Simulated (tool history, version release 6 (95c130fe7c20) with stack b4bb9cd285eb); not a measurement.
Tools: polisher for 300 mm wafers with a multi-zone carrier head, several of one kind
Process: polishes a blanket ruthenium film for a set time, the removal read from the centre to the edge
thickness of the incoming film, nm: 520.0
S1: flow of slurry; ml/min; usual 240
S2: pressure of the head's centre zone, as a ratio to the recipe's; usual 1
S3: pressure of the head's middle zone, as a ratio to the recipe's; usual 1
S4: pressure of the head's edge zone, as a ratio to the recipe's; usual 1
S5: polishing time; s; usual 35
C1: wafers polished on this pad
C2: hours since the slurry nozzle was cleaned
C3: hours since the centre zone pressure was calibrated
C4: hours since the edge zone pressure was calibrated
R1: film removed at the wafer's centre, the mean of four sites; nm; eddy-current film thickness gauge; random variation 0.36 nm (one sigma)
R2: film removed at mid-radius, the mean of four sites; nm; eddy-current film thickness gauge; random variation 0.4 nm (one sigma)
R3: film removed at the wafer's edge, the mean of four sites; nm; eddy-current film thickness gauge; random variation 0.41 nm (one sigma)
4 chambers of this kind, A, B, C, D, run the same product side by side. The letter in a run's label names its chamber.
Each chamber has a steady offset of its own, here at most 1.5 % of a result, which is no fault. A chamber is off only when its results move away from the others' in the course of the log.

run,hour,S1,S2,S3,S4,S5,C1,C2,C3,C4,R1,R2,R3
# hour 8: chamber D: slurry nozzle cleaned
1D,8.3,240,1,1,1,35,192,0.3,706.1,629.4,51.931,52.871,52.701
2A,15.3,240,1,1,1,35,227,219.2,645.6,276,52.913,52.801,52.398
3B,23.4,240,1,1,1,35,206,424.2,133.4,605.6,52.793,52.865,53.081
4C,33.6,240,1,1,1,35,755,672.1,938.2,34.6,52.065,51.814,52.289
5B,41.3,240,1.04,1,0.94,35,336,442.1,151.3,623.5,55.156,52.55,51.409
6A,48.2,240,1.04,1,0.94,35,466,252.1,678.5,308.9,55.69,52.058,50.669
7D,57.6,240,1.04,1,0.94,35,549,49.6,755.4,678.7,54.553,52.995,51.144
# hour 59.5: chamber D: worn pad replaced by a new one
# hour 61.6: chamber C: worn pad replaced by a new one
8C,66.4,240,1.04,1,0.94,35,35,704.9,971,67.4,54.005,52.362,51.132
# hour 66.7: chamber C: centre zone pressure recalibrated
# hour 72.4: chamber D: edge zone pressure recalibrated
9B,72.8,240,1,1,1,35,564,473.6,182.8,655,53.241,52.028,52.467
10A,77.7,240,1,1,1,40,679,281.6,708,338.4,60.608,60.866,60.79
# hour 79.6: chamber A: worn pad replaced by a new one
11D,87.3,240,1,1,1,40,201,79.3,785.1,15,60.011,61.835,60.629
# hour 88: chamber B: edge zone pressure recalibrated
# hour 89.2: chamber B: worn pad replaced by a new one
12C,96.6,240,1,1,1,40,253,735.1,30,97.6,59.588,60.848,59.548
13D,103.5,240,1,1,1,40,318,95.5,801.3,31.2,59.09,59.968,60.386
14B,113.4,240,1,1,1,35,175,514.2,223.4,25.4,53.237,52.317,52.431
15A,120.1,240,1,1,1,35,294,324,750.4,380.8,52.544,53.188,52.717
16C,129,240,1,1,1,35,488,767.5,62.4,130,52.633,53.087,52.234
17D,133.7,240,1,1,1,35,537,125.7,831.5,61.4,52.498,53.688,53.409
# hour 137.1: chamber D: worn pad replaced by a new one
18C,140.8,240,1,1,1,35,574,779.3,74.2,141.8,51.945,52.482,51.614
# hour 141.4: chamber B: slurry nozzle cleaned
19B,151,240,1,1,1,35,448,9.6,261,63,52.948,52.834,52.077
# hour 156.4: chamber C: slurry nozzle cleaned
20A,160.6,165,1,1,1,45,587,364.5,790.9,421.3,63.43,64.104,65.201
# hour 165.3: chamber A: worn pad replaced by a new one
21B,167.4,165,1,1,1,45,567,26,277.4,79.4,63.332,63.719,65.584
22D,174.5,165,1,1,1,45,271,166.5,872.3,102.2,63.312,64.702,65.859
23C,183.7,165,1,1,1,45,884,27.4,117.1,184.7,62.857,62.37,64.25
24A,189.7,240,1.07,1,1,35,177,393.6,820,450.4,56.198,52.532,53.018
# hour 194.5: chamber B: worn pad replaced by a new one
25B,196.1,240,1.07,1,1,35,11,54.7,306.1,108.1,57.161,53.479,52.522
# hour 198.3: chamber A: centre zone pressure recalibrated
# hour 200.7: chamber C: worn pad replaced by a new one
26A,206.4,240,1.07,1,1,35,298,410.3,8.2,467.1,57.284,52.73,52.491
# hour 211: chamber A: slurry nozzle cleaned
27C,214.3,240,1.07,1,1,35,99,58,147.7,215.3,56.196,52.169,51.983
# hour 216.2: chamber D: worn pad replaced by a new one
28D,221.6,240,1,1,1,35,39,213.6,919.4,149.3,51.967,53.58,53.934
29A,231.5,240,1,1,1,35,480,20.5,33.3,492.2,53.08,52.667,52.366
30B,238.6,240,1,1,1,35,319,97.2,348.6,150.6,52.862,52.326,52.151
31C,243.8,190,1,1,1,35,312,87.5,177.2,244.8,50.534,51.316,51.706

Is one chamber off against the others, does the gauge drift, or is nothing wrong? If a chamber is off, say which, and what the likeliest cause is.

No chamber stands off beyond its own small offset, and the gauge holds steady.

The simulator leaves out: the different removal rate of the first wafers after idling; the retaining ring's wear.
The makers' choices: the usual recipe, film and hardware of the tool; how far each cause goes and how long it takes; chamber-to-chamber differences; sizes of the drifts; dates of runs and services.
